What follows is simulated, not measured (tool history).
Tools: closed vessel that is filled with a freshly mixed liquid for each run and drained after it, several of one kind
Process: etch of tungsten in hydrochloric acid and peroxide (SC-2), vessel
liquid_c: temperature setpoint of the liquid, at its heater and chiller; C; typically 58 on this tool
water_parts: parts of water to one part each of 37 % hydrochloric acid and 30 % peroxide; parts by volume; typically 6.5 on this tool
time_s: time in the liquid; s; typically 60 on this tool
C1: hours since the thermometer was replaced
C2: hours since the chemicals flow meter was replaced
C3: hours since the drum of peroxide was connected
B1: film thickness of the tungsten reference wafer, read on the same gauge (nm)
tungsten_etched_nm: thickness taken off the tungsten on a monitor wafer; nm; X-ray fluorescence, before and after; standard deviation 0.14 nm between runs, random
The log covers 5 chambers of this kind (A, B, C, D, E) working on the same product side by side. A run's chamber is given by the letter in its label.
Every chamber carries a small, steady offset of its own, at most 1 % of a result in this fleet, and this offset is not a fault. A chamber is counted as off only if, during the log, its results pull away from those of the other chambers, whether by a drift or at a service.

Run 1C, day 0.238: usual settings; C1 1409.5; C2 836.8; C3 800.2; B1 140.06. Result: tungsten_etched_nm 21.354 nm.
Run 2D, day 0.458: usual settings; C1 1256.2; C2 2562.4; C3 111.2; B1 139.99. Result: tungsten_etched_nm 21.399 nm.
Run 3E, day 0.925: usual settings; C1 61.2; C2 886.8; C3 564.5; B1 140.01. Result: tungsten_etched_nm 21.113 nm.
Run 4A, day 1.279: usual settings; C1 823.5; C2 466.2; C3 791.2; B1 140.02. Result: tungsten_etched_nm 21.250 nm.
Run 5B, day 1.625: usual settings; C1 1201.1; C2 185.7; C3 635.0; B1 140.00. Result: tungsten_etched_nm 21.233 nm.
Run 6B, day 1.879: usual settings; C1 1207.2; C2 191.8; C3 641.1; B1 140.03. Result: tungsten_etched_nm 20.986 nm.
At day 2.154: chamber D: chemicals flow meter replaced.
Run 7C, day 2.258: usual settings; C1 1458.0; C2 885.3; C3 848.7; B1 139.96. Result: tungsten_etched_nm 20.911 nm.
Run 8D, day 2.617: usual settings; C1 1308.0; C2 11.1; C3 163.0; B1 140.03. Result: tungsten_etched_nm 21.297 nm.
Run 9E, day 3.021: usual settings; C1 111.5; C2 937.1; C3 614.8; B1 139.97. Result: tungsten_etched_nm 21.170 nm.
Run 10A, day 3.362: usual settings; C1 873.5; C2 516.2; C3 841.2; B1 139.99. Result: tungsten_etched_nm 21.275 nm.
At day 3.462: chamber D: thermometer replaced.
Run 11A, day 3.650: usual settings; C1 880.4; C2 523.1; C3 848.1; B1 140.02. Result: tungsten_etched_nm 21.249 nm.
Run 12B, day 3.854: usual settings; C1 1254.6; C2 239.2; C3 688.5; B1 140.00. Result: tungsten_etched_nm 21.208 nm.
Run 13E, day 4.196: usual settings but liquid_c 67 C, water_parts 4.0 parts by volume; C1 139.7; C2 965.3; C3 643.0; B1 140.01. Result: tungsten_etched_nm 52.346 nm.
Run 14D, day 4.508: usual settings but liquid_c 67 C, water_parts 4.0 parts by volume; C1 25.1; C2 56.5; C3 208.4; B1 139.96. Result: tungsten_etched_nm 51.914 nm.
Run 15C, day 4.842: usual settings but liquid_c 67 C, water_parts 4.0 parts by volume; C1 1520.0; C2 947.3; C3 910.7; B1 140.05. Result: tungsten_etched_nm 52.683 nm.
Run 16D, day 5.108: usual settings but liquid_c 67 C, water_parts 4.0 parts by volume; C1 39.5; C2 70.9; C3 222.8; B1 140.00. Result: tungsten_etched_nm 52.226 nm.
Run 17A, day 5.375: usual settings but liquid_c 67 C, water_parts 4.0 parts by volume; C1 921.8; C2 564.5; C3 889.5; B1 140.01. Result: tungsten_etched_nm 52.597 nm.
Run 18E, day 5.729: usual settings; C1 176.5; C2 1002.1; C3 679.8; B1 139.95. Result: tungsten_etched_nm 21.378 nm.
Run 19B, day 6.029: usual settings; C1 1306.8; C2 291.4; C3 740.7; B1 140.05. Result: tungsten_etched_nm 21.289 nm.
Run 20C, day 6.233: usual settings; C1 1553.4; C2 980.7; C3 944.1; B1 140.00. Result: tungsten_etched_nm 21.181 nm.
Run 21D, day 6.450: usual settings; C1 71.7; C2 103.1; C3 255.0; B1 140.03. Result: tungsten_etched_nm 21.058 nm.
Run 22E, day 6.754: usual settings; C1 201.1; C2 1026.7; C3 704.4; B1 140.02. Result: tungsten_etched_nm 21.291 nm.
Run 23A, day 7.096: usual settings but time_s 95 s; C1 963.1; C2 605.8; C3 930.8; B1 140.02. Result: tungsten_etched_nm 33.871 nm.
Run 24C, day 7.546: usual settings but time_s 95 s; C1 1584.9; C2 1012.2; C3 975.6; B1 139.97. Result: tungsten_etched_nm 33.186 nm.
Run 25B, day 7.792: usual settings but time_s 95 s; C1 1349.1; C2 333.7; C3 783.0; B1 139.99. Result: tungsten_etched_nm 33.337 nm.
Run 26E, day 8.200: usual settings but time_s 95 s; C1 235.8; C2 1061.4; C3 739.1; B1 140.04. Result: tungsten_etched_nm 33.617 nm.
Run 27C, day 8.462: usual settings but time_s 95 s; C1 1606.9; C2 1034.2; C3 997.6; B1 140.03. Result: tungsten_etched_nm 33.436 nm.
Run 28A, day 8.733: usual settings but liquid_c 63 C, water_parts 4.5 parts by volume; C1 1002.4; C2 645.1; C3 970.1; B1 140.05. Result: tungsten_etched_nm 38.561 nm.
Run 29D, day 8.988: usual settings but liquid_c 63 C, water_parts 4.5 parts by volume; C1 132.6; C2 164.0; C3 315.9; B1 139.95. Result: tungsten_etched_nm 37.601 nm.
Run 30B, day 9.221: usual settings but liquid_c 63 C, water_parts 4.5 parts by volume; C1 1383.4; C2 368.0; C3 817.3; B1 139.99. Result: tungsten_etched_nm 38.213 nm.
At day 9.329: chamber A: new drum of peroxide connected.
Run 31E, day 9.529: usual settings but liquid_c 63 C, water_parts 4.5 parts by volume; C1 267.7; C2 1093.3; C3 771.0; B1 140.01. Result: tungsten_etched_nm 37.981 nm.
Run 32D, day 9.871: usual settings but liquid_c 63 C, water_parts 4.5 parts by volume; C1 153.8; C2 185.2; C3 337.1; B1 140.02. Result: tungsten_etched_nm 37.945 nm.
Run 33B, day 10.075: usual settings; C1 1403.9; C2 388.5; C3 837.8; B1 140.05. Result: tungsten_etched_nm 21.321 nm.
At day 10.375: chamber A: chemicals flow meter replaced.
Run 34A, day 10.517: usual settings; C1 1045.2; C2 3.5; C3 28.5; B1 140.02. Result: tungsten_etched_nm 21.294 nm.
Run 35C, day 10.883: usual settings but liquid_c 67 C, water_parts 4.5 parts by volume; C1 1665.0; C2 1092.3; C3 1055.7; B1 140.04. Result: tungsten_etched_nm 48.667 nm.

One chamber off, gauge drift, or nothing amiss beyond the chambers' own small offsets? If it is a chamber, which one, and what is the likeliest cause?

Nothing is wrong: each chamber keeps only its own small, steady offset and the gauge holds still.
